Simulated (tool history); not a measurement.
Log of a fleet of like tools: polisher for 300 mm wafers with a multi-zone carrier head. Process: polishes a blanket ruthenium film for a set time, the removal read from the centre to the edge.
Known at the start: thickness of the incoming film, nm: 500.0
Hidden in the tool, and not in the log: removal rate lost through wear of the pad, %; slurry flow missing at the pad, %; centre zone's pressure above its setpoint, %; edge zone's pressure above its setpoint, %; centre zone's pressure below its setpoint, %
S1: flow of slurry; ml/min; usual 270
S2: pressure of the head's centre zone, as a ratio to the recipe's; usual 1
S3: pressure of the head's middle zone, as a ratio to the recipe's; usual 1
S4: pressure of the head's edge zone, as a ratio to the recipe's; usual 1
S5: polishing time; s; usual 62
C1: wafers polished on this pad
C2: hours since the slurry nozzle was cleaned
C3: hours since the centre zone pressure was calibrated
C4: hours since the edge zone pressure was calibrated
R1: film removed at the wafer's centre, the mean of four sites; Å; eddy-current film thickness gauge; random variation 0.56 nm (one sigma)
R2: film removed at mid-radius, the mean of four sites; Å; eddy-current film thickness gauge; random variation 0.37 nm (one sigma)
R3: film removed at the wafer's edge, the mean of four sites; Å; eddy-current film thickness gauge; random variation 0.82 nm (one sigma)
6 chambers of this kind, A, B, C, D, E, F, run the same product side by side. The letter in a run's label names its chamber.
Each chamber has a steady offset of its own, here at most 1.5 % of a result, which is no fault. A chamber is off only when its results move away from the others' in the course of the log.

{"run": "1E", "hour": 7.4, "S1": 270, "S2": 1, "S3": 1, "S4": 1, "S5": 62, "C1": 211, "C2": 656.9, "C3": 535.9, "C4": 985.7, "R1": 592.78, "R2": 589.83, "R3": 598.14}
{"hour": 7.7, "done": "chamber C: edge zone pressure recalibrated"}
{"hour": 9.3, "done": "chamber B: slurry nozzle cleaned"}
{"hour": 18.7, "done": "chamber D: centre zone pressure recalibrated"}
{"run": "2B", "hour": 18.9, "S1": 270, "S2": 1, "S3": 1, "S4": 1, "S5": 62, "C1": 237, "C2": 9.7, "C3": 956.4, "C4": 989.6, "R1": 591.72, "R2": 590.25, "R3": 594.61}
{"run": "3D", "hour": 28.7, "S1": 270, "S2": 1, "S3": 1, "S4": 1, "S5": 62, "C1": 638, "C2": 682.9, "C3": 10.1, "C4": 148.7, "R1": 585.45, "R2": 586.18, "R3": 574.55}
{"run": "4A", "hour": 38.1, "S1": 270, "S2": 1, "S3": 1, "S4": 1, "S5": 62, "C1": 675, "C2": 434.7, "C3": 606.9, "C4": 228.7, "R1": 584.21, "R2": 589.73, "R3": 593.53}
{"hour": 44.5, "done": "chamber F: worn pad replaced by a new one"}
{"hour": 45.6, "done": "chamber B: edge zone pressure recalibrated"}
{"run": "5F", "hour": 47.3, "S1": 270, "S2": 1, "S3": 1, "S4": 1, "S5": 62, "C1": 23, "C2": 397.9, "C3": 506, "C4": 194.2, "R1": 591.57, "R2": 590.4, "R3": 591.39}
{"run": "6C", "hour": 55.3, "S1": 270, "S2": 1, "S3": 1, "S4": 1, "S5": 62, "C1": 1235, "C2": 400.3, "C3": 259.5, "C4": 47.6, "R1": 569.91, "R2": 590.65, "R3": 597.08}
{"hour": 65.0, "done": "chamber B: worn pad replaced by a new one"}
{"run": "7A", "hour": 69.7, "S1": 270, "S2": 1, "S3": 1, "S4": 1, "S5": 62, "C1": 935, "C2": 466.3, "C3": 638.5, "C4": 260.3, "R1": 579.02, "R2": 589.15, "R3": 589}
{"hour": 77.3, "done": "chamber D: slurry nozzle cleaned"}
{"run": "8F", "hour": 79.1, "S1": 270, "S2": 1, "S3": 1, "S4": 1, "S5": 62, "C1": 284, "C2": 429.7, "C3": 537.8, "C4": 226, "R1": 577.63, "R2": 585.99, "R3": 583.23}
{"hour": 85.1, "done": "chamber C: worn pad replaced by a new one"}
{"run": "9E", "hour": 88.4, "S1": 270, "S2": 1, "S3": 1, "S4": 1, "S5": 62, "C1": 876, "C2": 737.9, "C3": 616.9, "C4": 1066.7, "R1": 598.02, "R2": 592.24, "R3": 585.72}
{"run": "10B", "hour": 103.0, "S1": 270, "S2": 1, "S3": 1, "S4": 1, "S5": 62, "C1": 312, "C2": 93.8, "C3": 1040.5, "C4": 57.5, "R1": 576.3, "R2": 591.51, "R3": 584.82}
{"hour": 110.1, "done": "chamber D: worn pad replaced by a new one"}
{"run": "11D", "hour": 110.9, "S1": 270, "S2": 1, "S3": 1, "S4": 1, "S5": 62, "C1": 7, "C2": 33.7, "C3": 92.3, "C4": 230.9, "R1": 585.18, "R2": 582.46, "R3": 597.51}
{"run": "12C", "hour": 117.4, "S1": 270, "S2": 1, "S3": 1, "S4": 1, "S5": 62, "C1": 265, "C2": 462.4, "C3": 321.6, "C4": 109.7, "R1": 576.56, "R2": 591.65, "R3": 598.1}
{"hour": 123.4, "done": "chamber A: worn pad replaced by a new one"}
{"run": "13E", "hour": 126.1, "S1": 355, "S2": 1, "S3": 1, "S4": 1.08, "S5": 62, "C1": 1185, "C2": 775.6, "C3": 654.6, "C4": 1104.4, "R1": 610.18, "R2": 612.72, "R3": 635.78}
{"hour": 127.5, "done": "chamber A: slurry nozzle cleaned"}
{"hour": 131.9, "done": "chamber F: centre zone pressure recalibrated"}
{"run": "14A", "hour": 139.5, "S1": 355, "S2": 1, "S3": 1, "S4": 1.08, "S5": 62, "C1": 132, "C2": 12.1, "C3": 708.3, "C4": 330.1, "R1": 609.7, "R2": 600.2, "R3": 617.61}
{"run": "15C", "hour": 147.1, "S1": 355, "S2": 1, "S3": 1, "S4": 1.08, "S5": 62, "C1": 509, "C2": 492.1, "C3": 351.3, "C4": 139.4, "R1": 605.45, "R2": 606.09, "R3": 627.27}
{"hour": 149.2, "done": "chamber B: worn pad replaced by a new one"}
{"hour": 153.2, "done": "chamber E: slurry nozzle cleaned"}
{"run": "16F", "hour": 161.5, "S1": 355, "S2": 1, "S3": 1, "S4": 1.08, "S5": 62, "C1": 960, "C2": 512.1, "C3": 29.6, "C4": 308.4, "R1": 603.69, "R2": 605.4, "R3": 615.78}
{"run": "17B", "hour": 172.2, "S1": 355, "S2": 1, "S3": 1, "S4": 1.08, "S5": 62, "C1": 188, "C2": 163, "C3": 1109.7, "C4": 126.7, "R1": 596.05, "R2": 601.49, "R3": 624.91}
{"hour": 178.1, "done": "chamber C: slurry nozzle cleaned"}
{"hour": 179.7, "done": "chamber F: worn pad replaced by a new one"}
{"run": "18D", "hour": 180.2, "S1": 355, "S2": 1, "S3": 1, "S4": 1.08, "S5": 62, "C1": 576, "C2": 103, "C3": 161.6, "C4": 300.2, "R1": 604.14, "R2": 606.46, "R3": 634.49}
{"run": "19D", "hour": 186.9, "S1": 270, "S2": 1, "S3": 1, "S4": 1, "S5": 62, "C1": 631, "C2": 109.7, "C3": 168.3, "C4": 306.9, "R1": 584.8, "R2": 585.53, "R3": 585.35}
{"hour": 192.6, "done": "chamber E: centre zone pressure recalibrated"}
{"run": "20A", "hour": 200.0, "S1": 270, "S2": 1, "S3": 1, "S4": 1, "S5": 62, "C1": 629, "C2": 72.6, "C3": 768.8, "C4": 390.6, "R1": 582.57, "R2": 596.51, "R3": 588.45}
{"run": "21E", "hour": 210.0, "S1": 270, "S2": 1, "S3": 1, "S4": 1, "S5": 62, "C1": 1874, "C2": 56.9, "C3": 17.5, "C4": 1188.3, "R1": 579.26, "R2": 575.99, "R3": 584.96}
{"run": "22B", "hour": 217.3, "S1": 270, "S2": 1, "S3": 1, "S4": 1, "S5": 62, "C1": 559, "C2": 208.1, "C3": 1154.8, "C4": 171.8, "R1": 579.18, "R2": 587.16, "R3": 579.45}
{"hour": 225.6, "done": "chamber B: worn pad replaced by a new one"}
{"run": "23C", "hour": 226.9, "S1": 270, "S2": 1, "S3": 1.04, "S4": 1, "S5": 62, "C1": 1164, "C2": 48.8, "C3": 431.1, "C4": 219.2, "R1": 581.61, "R2": 608.94, "R3": 594.44}
{"run": "24F", "hour": 237.8, "S1": 270, "S2": 1, "S3": 1.04, "S4": 1, "S5": 62, "C1": 477, "C2": 588.4, "C3": 105.9, "C4": 384.7, "R1": 588.16, "R2": 610.28, "R3": 595.76}
{"hour": 249.3, "done": "chamber C: worn pad replaced by a new one"}
{"run": "25D", "hour": 250.8, "S1": 270, "S2": 1, "S3": 1.04, "S4": 1, "S5": 62, "C1": 1156, "C2": 173.6, "C3": 232.2, "C4": 370.8, "R1": 592.22, "R2": 608.75, "R3": 575.14}
{"hour": 258.7, "done": "chamber E: edge zone pressure recalibrated"}
{"run": "26C", "hour": 259.7, "S1": 270, "S2": 1, "S3": 1.04, "S4": 1, "S5": 62, "C1": 86, "C2": 81.6, "C3": 463.9, "C4": 252, "R1": 573.51, "R2": 613.38, "R3": 606.93}
{"run": "27B", "hour": 266.6, "S1": 270, "S2": 1, "S3": 1.04, "S4": 1, "S5": 62, "C1": 336, "C2": 257.4, "C3": 1204.1, "C4": 221.1, "R1": 586.22, "R2": 606.52, "R3": 598.23}
{"hour": 274.6, "done": "chamber D: worn pad replaced by a new one"}
{"run": "28A", "hour": 276.8, "S1": 270, "S2": 1, "S3": 1.04, "S4": 1, "S5": 62, "C1": 1259, "C2": 149.4, "C3": 845.6, "C4": 467.4, "R1": 587.13, "R2": 610, "R3": 583.95}
{"run": "29F", "hour": 285.1, "S1": 270, "S2": 1, "S3": 1, "S4": 1, "S5": 62, "C1": 866, "C2": 635.7, "C3": 153.2, "C4": 432, "R1": 589.89, "R2": 586.1, "R3": 582.29}
{"run": "30E", "hour": 299.7, "S1": 270, "S2": 1, "S3": 1, "S4": 1, "S5": 62, "C1": 2611, "C2": 146.6, "C3": 107.2, "C4": 41.1, "R1": 552.25, "R2": 557.69, "R3": 545.07}
{"hour": 305.2, "done": "chamber B: worn pad replaced by a new one"}
{"hour": 305.9, "done": "chamber C: centre zone pressure recalibrated"}
{"run": "31D", "hour": 314.0, "S1": 270, "S2": 1, "S3": 1, "S4": 1, "S5": 62, "C1": 323, "C2": 236.8, "C3": 295.4, "C4": 434, "R1": 572.47, "R2": 584.63, "R3": 591.78}
{"hour": 320.7, "done": "chamber A: worn pad replaced by a new one"}
{"hour": 322.6, "done": "chamber F: worn pad replaced by a new one"}
{"run": "32A", "hour": 328.2, "S1": 270, "S2": 1, "S3": 1, "S4": 1, "S5": 62, "C1": 61, "C2": 200.8, "C3": 897, "C4": 518.8, "R1": 585.61, "R2": 590.22, "R3": 590.29}
{"hour": 336.3, "done": "chamber D: edge zone pressure recalibrated"}
{"run": "33E", "hour": 338.5, "S1": 270, "S2": 1, "S3": 1, "S4": 1, "S5": 62, "C1": 2930, "C2": 185.4, "C3": 146, "C4": 79.9, "R1": 541.18, "R2": 548.09, "R3": 540.86}
{"run": "34B", "hour": 345.7, "S1": 270, "S2": 1, "S3": 1.09, "S4": 1, "S5": 62, "C1": 333, "C2": 336.5, "C3": 1283.2, "C4": 300.2, "R1": 600.57, "R2": 640.9, "R3": 581.2}
{"run": "35C", "hour": 357.7, "S1": 270, "S2": 1, "S3": 1.09, "S4": 1, "S5": 62, "C1": 891, "C2": 179.6, "C3": 51.8, "C4": 350, "R1": 584.58, "R2": 647.69, "R3": 594.23}
{"hour": 362.2, "done": "chamber F: edge zone pressure recalibrated"}
{"run": "36F", "hour": 365.4, "S1": 270, "S2": 1, "S3": 1.09, "S4": 1, "S5": 62, "C1": 351, "C2": 716, "C3": 233.5, "C4": 3.3, "R1": 581.98, "R2": 633.71, "R3": 588.6}
{"hour": 370.9, "done": "chamber F: slurry nozzle cleaned"}
{"run": "37C", "hour": 376.4, "S1": 270, "S2": 1, "S3": 1.09, "S4": 1, "S5": 62, "C1": 1044, "C2": 198.3, "C3": 70.5, "C4": 368.7, "R1": 578.85, "R2": 647.71, "R3": 575.54}
{"run": "38B", "hour": 383.0, "S1": 270, "S2": 1, "S3": 1.09, "S4": 1, "S5": 62, "C1": 639, "C2": 373.8, "C3": 1320.5, "C4": 337.5, "R1": 583.09, "R2": 626.04, "R3": 591.83}
{"run": "39D", "hour": 397.2, "S1": 270, "S2": 1, "S3": 1.09, "S4": 1, "S5": 62, "C1": 1007, "C2": 320, "C3": 378.6, "C4": 61, "R1": 582.57, "R2": 629.81, "R3": 586.95}
{"run": "40F", "hour": 410.9, "S1": 270, "S2": 1, "S3": 1, "S4": 1, "S5": 62, "C1": 725, "C2": 40.1, "C3": 279, "C4": 48.8, "R1": 587.76, "R2": 590.32, "R3": 581.47}
{"run": "41A", "hour": 419.1, "S1": 270, "S2": 1, "S3": 1, "S4": 1, "S5": 62, "C1": 808, "C2": 291.7, "C3": 987.9, "C4": 609.7, "R1": 587.36, "R2": 585.25, "R3": 586.71}
{"run": "42E", "hour": 425.6, "S1": 270, "S2": 1, "S3": 1, "S4": 1, "S5": 62, "C1": 3645, "C2": 272.5, "C3": 233.1, "C4": 167, "R1": 532.11, "R2": 524.64, "R3": 532.1}

What goes on in this fleet: one chamber off, a drifting gauge, or nothing beyond the chambers' own small offsets? Name the chamber and the cause, if any.

Chamber E drifts away from the others.
Cause: removal rate lost through wear of the pad, % = 11.1.

Here are 4 candidates for chamber E's next run, each the usual settings with a change, their results left as question marks. Which one brings its results back in line with what the others give on the usual settings?
In line means no further than this from the other chambers' mean on the usual settings: R1 19 Å; R2 13 Å; R3 28 Å
{"run": "43E-1", "hour": 436.2, "S1": 270, "S2": 1, "S3": 1, "S4": 1, "S5": 65, "R1": "?", "R2": "?", "R3": "?"}
{"run": "43E-2", "hour": 436.2, "S1": 270, "S2": 1, "S3": 1, "S4": 1, "S5": 59, "R1": "?", "R2": "?", "R3": "?"}
{"run": "43E-3", "hour": 436.2, "S1": 275, "S2": 1, "S3": 1.01, "S4": 1, "S5": 68, "R1": "?", "R2": "?", "R3": "?"}
{"run": "43E-4", "hour": 436.2, "S1": 265, "S2": 1, "S3": 0.99, "S4": 1, "S5": 56, "R1": "?", "R2": "?", "R3": "?"}

The other chambers' mean on the usual settings: R1 582.19 Å; R2 585.28 Å; R3 584.09 Å
run=43E-1 R1=549.27 R2=550.64 R3=552.86
run=43E-2 R1=498.57 R2=499.81 R3=501.83
run=43E-3 R1=575.9 R2=582.53 R3=579.14
run=43E-4 R1=472.13 R2=469.05 R3=475.66
43E-3 brings the chamber back in line.

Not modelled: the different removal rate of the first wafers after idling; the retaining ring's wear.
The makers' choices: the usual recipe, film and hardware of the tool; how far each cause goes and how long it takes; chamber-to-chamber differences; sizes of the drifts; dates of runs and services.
